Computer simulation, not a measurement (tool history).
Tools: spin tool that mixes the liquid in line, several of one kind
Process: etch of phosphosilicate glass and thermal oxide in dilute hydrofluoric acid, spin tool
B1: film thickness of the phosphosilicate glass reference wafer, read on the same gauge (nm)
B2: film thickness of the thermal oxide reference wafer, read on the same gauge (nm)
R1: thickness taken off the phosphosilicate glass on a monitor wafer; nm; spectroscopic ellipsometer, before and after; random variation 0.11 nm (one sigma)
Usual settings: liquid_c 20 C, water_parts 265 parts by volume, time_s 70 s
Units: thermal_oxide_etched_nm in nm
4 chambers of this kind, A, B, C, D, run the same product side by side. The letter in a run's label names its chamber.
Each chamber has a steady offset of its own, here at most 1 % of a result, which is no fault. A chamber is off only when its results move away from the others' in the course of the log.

run 1A hour=10.3 | liquid_c=20 water_parts=265 time_s=70 | B1=89.988 B2=109.99 | R1=19.795 thermal_oxide_etched_nm=0.90264
run 2D hour=16.5 | liquid_c=20 water_parts=265 time_s=70 | B1=90.02 B2=109.99 | R1=19.587 thermal_oxide_etched_nm=0.86353
run 3B hour=26.6 | liquid_c=20 water_parts=265 time_s=70 | B1=89.975 B2=110.03 | R1=19.826 thermal_oxide_etched_nm=0.87254
run 4C hour=33.2 | liquid_c=20 water_parts=265 time_s=70 | B1=90.01 B2=109.98 | R1=19.703 thermal_oxide_etched_nm=0.87524
run 5B hour=44.6 | liquid_c=21.5 water_parts=265 time_s=85 | B1=89.995 B2=109.98 | R1=25.411 thermal_oxide_etched_nm=1.1273
run 6D hour=55 | liquid_c=21.5 water_parts=265 time_s=85 | B1=89.99 B2=109.98 | R1=25.138 thermal_oxide_etched_nm=1.1193
run 7C hour=67 | liquid_c=21.5 water_parts=265 time_s=85 | B1=89.999 B2=109.99 | R1=25.42 thermal_oxide_etched_nm=1.0831
run 8A hour=77.5 | liquid_c=21.5 water_parts=265 time_s=85 | B1=90.027 B2=109.97 | R1=25.452 thermal_oxide_etched_nm=1.129
run 9D hour=89.5 | liquid_c=20 water_parts=265 time_s=70 | B1=90.021 B2=109.94 | R1=19.48 thermal_oxide_etched_nm=0.88316
run 10B hour=96.9 | liquid_c=20 water_parts=265 time_s=70 | B1=89.989 B2=109.97 | R1=19.739 thermal_oxide_etched_nm=0.89608
run 11A hour=106.8 | liquid_c=20 water_parts=265 time_s=70 | B1=89.984 B2=110 | R1=19.724 thermal_oxide_etched_nm=0.88276
run 12C hour=113.7 | liquid_c=20 water_parts=265 time_s=70 | B1=89.994 B2=110.03 | R1=19.709 thermal_oxide_etched_nm=0.91727
run 13C hour=125.4 | liquid_c=20 water_parts=265 time_s=70 | B1=89.997 B2=110.02 | R1=19.886 thermal_oxide_etched_nm=0.87753
run 14A hour=133.9 | liquid_c=20 water_parts=265 time_s=70 | B1=89.996 B2=109.97 | R1=19.835 thermal_oxide_etched_nm=0.91989
run 15D hour=141.1 | liquid_c=20 water_parts=265 time_s=70 | B1=89.99 B2=110.04 | R1=19.43 thermal_oxide_etched_nm=0.93215
run 16B hour=152.1 | liquid_c=20 water_parts=265 time_s=70 | B1=89.986 B2=110 | R1=19.974 thermal_oxide_etched_nm=0.9123
run 17D hour=159.8 | liquid_c=20 water_parts=265 time_s=70 | B1=89.999 B2=110.04 | R1=19.442 thermal_oxide_etched_nm=0.84871
run 18B hour=169.7 | liquid_c=20 water_parts=265 time_s=70 | B1=89.988 B2=110.04 | R1=19.742 thermal_oxide_etched_nm=0.85461
run 19C hour=179.3 | liquid_c=20 water_parts=265 time_s=35 | B1=90.014 B2=109.96 | R1=9.8964 thermal_oxide_etched_nm=0.43595
run 20A hour=188.3 | liquid_c=20 water_parts=265 time_s=35 | B1=90.02 B2=110.04 | R1=9.9 thermal_oxide_etched_nm=0.43196
run 21B hour=197.9 | liquid_c=20 water_parts=265 time_s=35 | B1=89.979 B2=109.96 | R1=9.8445 thermal_oxide_etched_nm=0.4369
run 22C hour=206.6 | liquid_c=20 water_parts=265 time_s=35 | B1=89.992 B2=110.06 | R1=9.8708 thermal_oxide_etched_nm=0.44634
run 23D hour=214.9 | liquid_c=20 water_parts=265 time_s=45 | B1=89.964 B2=109.99 | R1=12.507 thermal_oxide_etched_nm=0.59267
run 24A hour=221.4 | liquid_c=20 water_parts=265 time_s=45 | B1=90.017 B2=109.96 | R1=12.693 thermal_oxide_etched_nm=0.57651
run 25A hour=227.5 | liquid_c=20 water_parts=265 time_s=45 | B1=90 B2=110.01 | R1=12.656 thermal_oxide_etched_nm=0.58362
run 26D hour=239.8 | liquid_c=20 water_parts=265 time_s=45 | B1=90.022 B2=109.96 | R1=12.496 thermal_oxide_etched_nm=0.56638
run 27C hour=250.9 | liquid_c=17.5 water_parts=265 time_s=70 | B1=90.008 B2=110 | R1=17.887 thermal_oxide_etched_nm=0.82408

Next, every chamber runs the same settings. What will each give?
run 28A hour=260.3 | liquid_c=20 water_parts=265 time_s=70 | R1=? thermal_oxide_etched_nm=?
run 28B hour=260.3 | liquid_c=20 water_parts=265 time_s=70 | R1=? thermal_oxide_etched_nm=?
run 28C hour=260.3 | liquid_c=20 water_parts=265 time_s=70 | R1=? thermal_oxide_etched_nm=?
run 28D hour=260.3 | liquid_c=20 water_parts=265 time_s=70 | R1=? thermal_oxide_etched_nm=?

run=28A R1=19.502 thermal_oxide_etched_nm=0.86572
run=28B R1=19.81 thermal_oxide_etched_nm=0.87616
run=28C R1=19.764 thermal_oxide_etched_nm=0.87441
run=28D R1=19.339 thermal_oxide_etched_nm=0.89849
